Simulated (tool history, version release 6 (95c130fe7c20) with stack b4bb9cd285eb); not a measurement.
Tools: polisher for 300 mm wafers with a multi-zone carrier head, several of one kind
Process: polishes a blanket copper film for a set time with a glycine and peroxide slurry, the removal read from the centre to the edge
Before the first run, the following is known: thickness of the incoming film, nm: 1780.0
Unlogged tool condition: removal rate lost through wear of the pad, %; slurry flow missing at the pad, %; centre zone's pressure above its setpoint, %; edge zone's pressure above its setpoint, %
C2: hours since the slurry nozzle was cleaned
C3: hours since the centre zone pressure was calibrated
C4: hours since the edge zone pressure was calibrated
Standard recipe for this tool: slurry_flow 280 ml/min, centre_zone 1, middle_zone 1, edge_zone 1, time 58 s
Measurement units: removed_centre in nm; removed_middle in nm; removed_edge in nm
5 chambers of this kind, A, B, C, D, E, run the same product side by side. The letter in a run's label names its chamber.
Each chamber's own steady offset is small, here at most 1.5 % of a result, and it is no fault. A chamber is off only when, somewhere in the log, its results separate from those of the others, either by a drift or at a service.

-- day=0.062 chamber B: worn pad replaced by a new one
run 1A day=0.225 | slurry_flow=280 centre_zone=1 middle_zone=1 edge_zone=1 time=58 | wafers_polished_on_this_pad=143 C2=91.9 C3=279 C4=936 | removed_centre=265.21 removed_middle=266.14 removed_edge=258.53
run 2D day=0.479 | slurry_flow=280 centre_zone=1 middle_zone=1 edge_zone=1 time=58 | wafers_polished_on_this_pad=627 C2=431.4 C3=509 C4=888.8 | removed_centre=260.69 removed_middle=263.51 removed_edge=257.61
-- day=0.483 chamber C: edge zone pressure recalibrated
-- day=0.638 chamber D: worn pad replaced by a new one
run 3B day=0.788 | slurry_flow=280 centre_zone=1 middle_zone=1 edge_zone=1 time=58 | wafers_polished_on_this_pad=108 C2=383.4 C3=265.2 C4=680.6 | removed_centre=259.99 removed_middle=262.2 removed_edge=263.03
run 4C day=1.221 | slurry_flow=280 centre_zone=1 middle_zone=1 edge_zone=1 time=58 | wafers_polished_on_this_pad=185 C2=278.3 C3=287.9 C4=17.8 | removed_centre=268.18 removed_middle=256.77 removed_edge=260.98
run 5E day=1.633 | slurry_flow=280 centre_zone=0.94 middle_zone=0.89 edge_zone=1 time=58 | wafers_polished_on_this_pad=394 C2=215.6 C3=1337.3 C4=897.4 | removed_centre=242.65 removed_middle=236.83 removed_edge=258.35
-- day=1.729 chamber E: centre zone pressure recalibrated
run 6D day=1.842 | slurry_flow=280 centre_zone=0.94 middle_zone=0.89 edge_zone=1 time=58 | wafers_polished_on_this_pad=179 C2=464.1 C3=541.7 C4=921.5 | removed_centre=242.37 removed_middle=234.7 removed_edge=263.2
run 7C day=2.221 | slurry_flow=280 centre_zone=0.94 middle_zone=0.89 edge_zone=1 time=58 | wafers_polished_on_this_pad=334 C2=302.3 C3=311.9 C4=41.8 | removed_centre=248.84 removed_middle=231.83 removed_edge=262.6
run 8E day=2.492 | slurry_flow=280 centre_zone=0.94 middle_zone=0.89 edge_zone=1 time=58 | wafers_polished_on_this_pad=522 C2=236.2 C3=18.3 C4=918 | removed_centre=243.45 removed_middle=233.45 removed_edge=259.38
run 9A day=2.817 | slurry_flow=280 centre_zone=0.94 middle_zone=0.89 edge_zone=1 time=58 | wafers_polished_on_this_pad=529 C2=154.1 C3=341.2 C4=998.2 | removed_centre=246.48 removed_middle=235.64 removed_edge=263.37
-- day=3.208 chamber E: edge zone pressure recalibrated
run 10B day=3.217 | slurry_flow=280 centre_zone=0.96 middle_zone=1 edge_zone=1.09 time=58 | wafers_polished_on_this_pad=469 C2=441.7 C3=323.5 C4=738.9 | removed_centre=247.6 removed_middle=263.15 removed_edge=271.89
run 11D day=3.45 | slurry_flow=280 centre_zone=0.96 middle_zone=1 edge_zone=1.09 time=58 | wafers_polished_on_this_pad=418 C2=502.7 C3=580.3 C4=960.1 | removed_centre=256.26 removed_middle=261.38 removed_edge=273.19
run 12B day=3.908 | slurry_flow=280 centre_zone=0.96 middle_zone=1 edge_zone=1.09 time=58 | wafers_polished_on_this_pad=572 C2=458.3 C3=340.1 C4=755.5 | removed_centre=248.94 removed_middle=263.41 removed_edge=273.8
run 13C day=4.162 | slurry_flow=280 centre_zone=0.96 middle_zone=1 edge_zone=1.09 time=58 | wafers_polished_on_this_pad=623 C2=348.9 C3=358.5 C4=88.4 | removed_centre=257.25 removed_middle=257.44 removed_edge=272.33
run 14E day=4.45 | slurry_flow=280 centre_zone=0.96 middle_zone=1 edge_zone=1.09 time=58 | wafers_polished_on_this_pad=813 C2=283.2 C3=65.3 C4=29.9 | removed_centre=252.28 removed_middle=266.03 removed_edge=270.9
run 15A day=4.904 | slurry_flow=280 centre_zone=1 middle_zone=1 edge_zone=1 time=58 | wafers_polished_on_this_pad=839 C2=204.2 C3=391.3 C4=1048.3 | removed_centre=256.02 removed_middle=264.08 removed_edge=257.73
run 16E day=5.146 | slurry_flow=280 centre_zone=1 middle_zone=1 edge_zone=1 time=58 | wafers_polished_on_this_pad=917 C2=299.9 C3=82 C4=46.6 | removed_centre=259.36 removed_middle=263.25 removed_edge=260.47
run 17A day=5.346 | slurry_flow=280 centre_zone=1 middle_zone=1 edge_zone=1 time=58 | wafers_polished_on_this_pad=905 C2=214.8 C3=401.9 C4=1058.9 | removed_centre=260.87 removed_middle=261.68 removed_edge=254.34
run 18C day=5.596 | slurry_flow=280 centre_zone=1 middle_zone=1 edge_zone=1.04 time=49 | wafers_polished_on_this_pad=836 C2=383.3 C3=392.9 C4=122.8 | removed_centre=224.07 removed_middle=219.7 removed_edge=224
-- day=5.892 chamber E: worn pad replaced by a new one
run 19B day=6.05 | slurry_flow=280 centre_zone=1 middle_zone=1 edge_zone=1.04 time=49 | wafers_polished_on_this_pad=891 C2=509.7 C3=391.5 C4=806.9 | removed_centre=218.27 removed_middle=226.43 removed_edge=222.08
-- day=6.058 chamber D: worn pad replaced by a new one
run 20D day=6.25 | slurry_flow=280 centre_zone=1 middle_zone=1 edge_zone=1.04 time=49 | wafers_polished_on_this_pad=28 C2=569.9 C3=647.5 C4=1027.3 | removed_centre=221.22 removed_middle=222.67 removed_edge=223.61
run 21E day=6.6 | slurry_flow=280 centre_zone=1 middle_zone=1 edge_zone=1.04 time=49 | wafers_polished_on_this_pad=105 C2=334.8 C3=116.9 C4=81.5 | removed_centre=223.25 removed_middle=224.46 removed_edge=225.8
-- day=6.854 chamber B: worn pad replaced by a new one
run 22B day=7.025 | slurry_flow=280 centre_zone=1 middle_zone=1 edge_zone=1.04 time=49 | wafers_polished_on_this_pad=25 C2=533.1 C3=414.9 C4=830.3 | removed_centre=224.74 removed_middle=223.75 removed_edge=226.56
run 23D day=7.333 | slurry_flow=280 centre_zone=1 middle_zone=1 edge_zone=1 time=58 | wafers_polished_on_this_pad=189 C2=595.9 C3=673.5 C4=1053.3 | removed_centre=261.17 removed_middle=263.39 removed_edge=262.74
run 24A day=7.629 | slurry_flow=370 centre_zone=1 middle_zone=1 edge_zone=1 time=58 | wafers_polished_on_this_pad=1245 C2=269.6 C3=456.7 C4=1113.7 | removed_centre=257.38 removed_middle=262.93 removed_edge=254.31
run 25C day=7.888 | slurry_flow=370 centre_zone=1 middle_zone=1 edge_zone=1 time=58 | wafers_polished_on_this_pad=1177 C2=438.3 C3=447.9 C4=177.8 | removed_centre=273.23 removed_middle=267.11 removed_edge=265.43
run 26E day=8.288 | slurry_flow=370 centre_zone=1 middle_zone=1 edge_zone=1 time=58 | wafers_polished_on_this_pad=356 C2=375.3 C3=157.4 C4=122 | removed_centre=271.95 removed_middle=271.51 removed_edge=265.94
run 27B day=8.558 | slurry_flow=370 centre_zone=1 middle_zone=1 edge_zone=1 time=58 | wafers_polished_on_this_pad=254 C2=569.9 C3=451.7 C4=867.1 | removed_centre=270.24 removed_middle=273.14 removed_edge=267.38
run 28A day=8.775 | slurry_flow=370 centre_zone=1 middle_zone=1 edge_zone=1 time=58 | wafers_polished_on_this_pad=1415 C2=297.1 C3=484.2 C4=1141.2 | removed_centre=263.19 removed_middle=262.85 removed_edge=254.98
-- day=8.929 chamber C: worn pad replaced by a new one
-- day=9.067 chamber E: slurry nozzle cleaned
run 29D day=9.096 | slurry_flow=280 centre_zone=1 middle_zone=1 edge_zone=1 time=58 | wafers_polished_on_this_pad=452 C2=638.2 C3=715.8 C4=1095.6 | removed_centre=261.14 removed_middle=265.93 removed_edge=261.09
run 30C day=9.379 | slurry_flow=280 centre_zone=1 middle_zone=1 edge_zone=1 time=58 | wafers_polished_on_this_pad=67 C2=474.1 C3=483.7 C4=213.6 | removed_centre=265.39 removed_middle=258.84 removed_edge=263.58
run 31B day=9.596 | slurry_flow=280 centre_zone=1 middle_zone=1 edge_zone=1 time=58 | wafers_polished_on_this_pad=408 C2=594.8 C3=476.6 C4=892 | removed_centre=264.08 removed_middle=261.45 removed_edge=260.79
run 32A day=9.888 | slurry_flow=280 centre_zone=1 middle_zone=1 edge_zone=1 time=58 | wafers_polished_on_this_pad=1580 C2=323.8 C3=510.9 C4=1167.9 | removed_centre=252.25 removed_middle=251.69 removed_edge=248.1
run 33D day=10.108 | slurry_flow=280 centre_zone=1 middle_zone=1 edge_zone=1 time=58 | wafers_polished_on_this_pad=602 C2=662.5 C3=740.1 C4=1119.9 | removed_centre=262.02 removed_middle=263.68 removed_edge=264.68
run 34E day=10.346 | slurry_flow=280 centre_zone=1 middle_zone=1 edge_zone=1 time=58 | wafers_polished_on_this_pad=662 C2=30.8 C3=206.8 C4=171.4 | removed_centre=261.12 removed_middle=264.35 removed_edge=259.9

Which is it: a chamber that has drifted or been left off by a service, a gauge drift common to all chambers, or only each chamber's usual small offset? If a chamber is off, name it and its likeliest cause.

Chamber A drifts away from the others.
What lies behind it: removal rate lost through wear of the pad, % = 5.49.
Not necessarily distinguishable in this log from: slurry flow missing at the pad, %.

Which of the 4 candidates below, each the usual settings with something changed and its results left as question marks, puts chamber A back in line with what the other chambers give on the usual settings?
To be in line, a result may differ from the other chambers' mean on the usual settings by at most: removed_centre 9.3 nm; removed_middle 7 nm; removed_edge 7 nm
run 35A-1 day=10.679 | slurry_flow=280 centre_zone=1.01 middle_zone=0.99 edge_zone=1.01 time=64 | removed_centre=? removed_middle=? removed_edge=?
run 35A-2 day=10.679 | slurry_flow=280 centre_zone=1 middle_zone=1.01 edge_zone=0.99 time=55 | removed_centre=? removed_middle=? removed_edge=?
run 35A-3 day=10.679 | slurry_flow=280 centre_zone=1 middle_zone=0.99 edge_zone=1.01 time=61 | removed_centre=? removed_middle=? removed_edge=?
run 35A-4 day=10.679 | slurry_flow=280 centre_zone=0.99 middle_zone=1.01 edge_zone=0.99 time=52 | removed_centre=? removed_middle=? removed_edge=?

Other chambers, usual settings, mean: removed_centre 263.48 nm; removed_middle 262.79 nm; removed_edge 260.74 nm
run=35A-1 removed_centre=278.1 removed_middle=272.42 removed_edge=274.35
run=35A-2 removed_centre=236.46 removed_middle=238.44 removed_edge=233.26
run=35A-3 removed_centre=262.21 removed_middle=259.67 removed_edge=261.49
run=35A-4 removed_centre=221.13 removed_middle=225.44 removed_edge=220.54
The answer is 35A-3, which returns the chamber to within the allowed miss of the others.
